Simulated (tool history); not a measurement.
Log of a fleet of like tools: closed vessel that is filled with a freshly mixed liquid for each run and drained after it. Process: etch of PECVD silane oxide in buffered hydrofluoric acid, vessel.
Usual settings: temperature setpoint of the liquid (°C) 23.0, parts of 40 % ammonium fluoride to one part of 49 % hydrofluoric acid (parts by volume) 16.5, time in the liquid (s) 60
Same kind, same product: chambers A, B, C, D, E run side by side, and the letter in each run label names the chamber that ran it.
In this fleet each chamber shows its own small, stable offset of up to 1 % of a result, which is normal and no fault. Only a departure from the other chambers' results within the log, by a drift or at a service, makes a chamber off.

run,day,temperature setpoint of the liquid (°C),parts of 40 % ammonium fluoride to one part of 49 % hydrofluoric acid (parts by volume),time in the liquid (s),hours since the thermometer was replaced,hours since the hydrofluoric acid flow meter was replaced,"read-back film thickness of the PECVD silane oxide reference wafer, read on the same gauge (nm)",thickness taken off the PECVD silane oxide on a monitor wafer (angstrom)
1B,0.338,23.0,16.5,60,1229.2,917.5,90.022,669.27
2C,0.883,23.0,16.5,60,1109.8,750.4,90.055,676.64
3D,1.367,23.0,16.5,60,1225.1,372.9,90.004,687.52
4A,1.771,23.0,16.5,60,796.2,1597.9,90.025,696.97
5E,2.112,23.0,16.5,60,939.5,157.2,89.979,689.63
6A,2.550,23.0,16.5,60,814.9,1616.6,90.000,688.97
# day 2.617: chamber D: hydrofluoric acid flow meter replaced
7B,2.912,23.0,16.5,60,1291.0,979.3,90.033,674.27
8C,3.150,23.0,16.5,60,1164.2,804.8,89.963,690.35
9E,3.642,20.0,16.5,60,976.2,193.9,89.955,574.01
10D,3.958,20.0,16.5,60,1287.3,32.3,90.000,572.12
11C,4.233,20.0,16.5,60,1190.2,830.8,89.990,586.47
12B,4.629,20.0,16.5,60,1332.2,1020.5,89.937,574.41
13D,5.167,20.0,16.5,60,1316.3,61.3,89.993,576.00
# day 5.629: chamber E: thermometer replaced
14A,5.646,19.5,19.5,60,889.2,1690.9,90.022,483.90
15E,6.171,19.5,19.5,60,13.0,254.6,89.959,477.04
16A,6.671,19.5,19.5,60,913.8,1715.5,90.021,485.22
17D,7.146,19.5,19.5,60,1363.8,108.8,90.013,480.02
# day 7.554: chamber B: thermometer replaced
18B,7.596,19.5,19.5,60,1.1,1091.7,90.009,476.39
19C,8.017,23.0,16.5,60,1281.0,921.6,90.010,714.63
20E,8.296,23.0,16.5,60,64.0,305.6,90.017,690.66
21D,8.804,23.0,16.5,60,1403.6,148.6,90.019,675.48
22E,9.279,23.0,16.5,60,87.6,329.2,89.995,689.44
23C,9.683,23.0,16.5,60,1321.0,961.6,90.023,711.39
24A,10.079,25.5,16.5,60,995.6,1797.3,89.984,800.33
25B,10.529,25.5,16.5,60,71.5,1162.1,89.986,786.58
26C,10.908,25.5,16.5,60,1350.4,991.0,90.027,830.12
27E,11.383,25.5,16.5,60,138.1,379.7,89.984,787.98
# day 11.767: chamber A: hydrofluoric acid flow meter replaced
28D,11.892,25.5,16.5,60,1477.7,222.7,90.003,785.68
29B,12.375,23.0,16.5,60,115.8,1206.4,89.996,680.91
30A,12.767,20.0,16.5,90,1060.1,24.0,89.979,885.89
31A,13.021,20.0,16.5,90,1066.2,30.1,90.035,880.00
32C,13.275,20.0,16.5,90,1407.2,1047.8,90.009,946.09
33E,13.742,20.0,16.5,90,194.7,436.3,90.038,870.41
34B,14.158,20.0,16.5,90,158.6,1249.2,90.006,851.80
35D,14.421,23.0,16.5,60,1538.4,283.4,90.019,685.29
36B,14.846,23.0,16.5,60,175.1,1265.7,89.983,688.40

The same settings go to every chamber for the next run, one line per chamber below. Forecast the results for each:
37A,15.238,27.0,16.5,60,,,,?
37B,15.238,27.0,16.5,60,,,,?
37C,15.238,27.0,16.5,60,,,,?
37D,15.238,27.0,16.5,60,,,,?
37E,15.238,27.0,16.5,60,,,,?

run,thickness taken off the PECVD silane oxide on a monitor wafer (angstrom)
37A,853.66
37B,858.55
37C,938.03
37D,851.45
37E,853.35
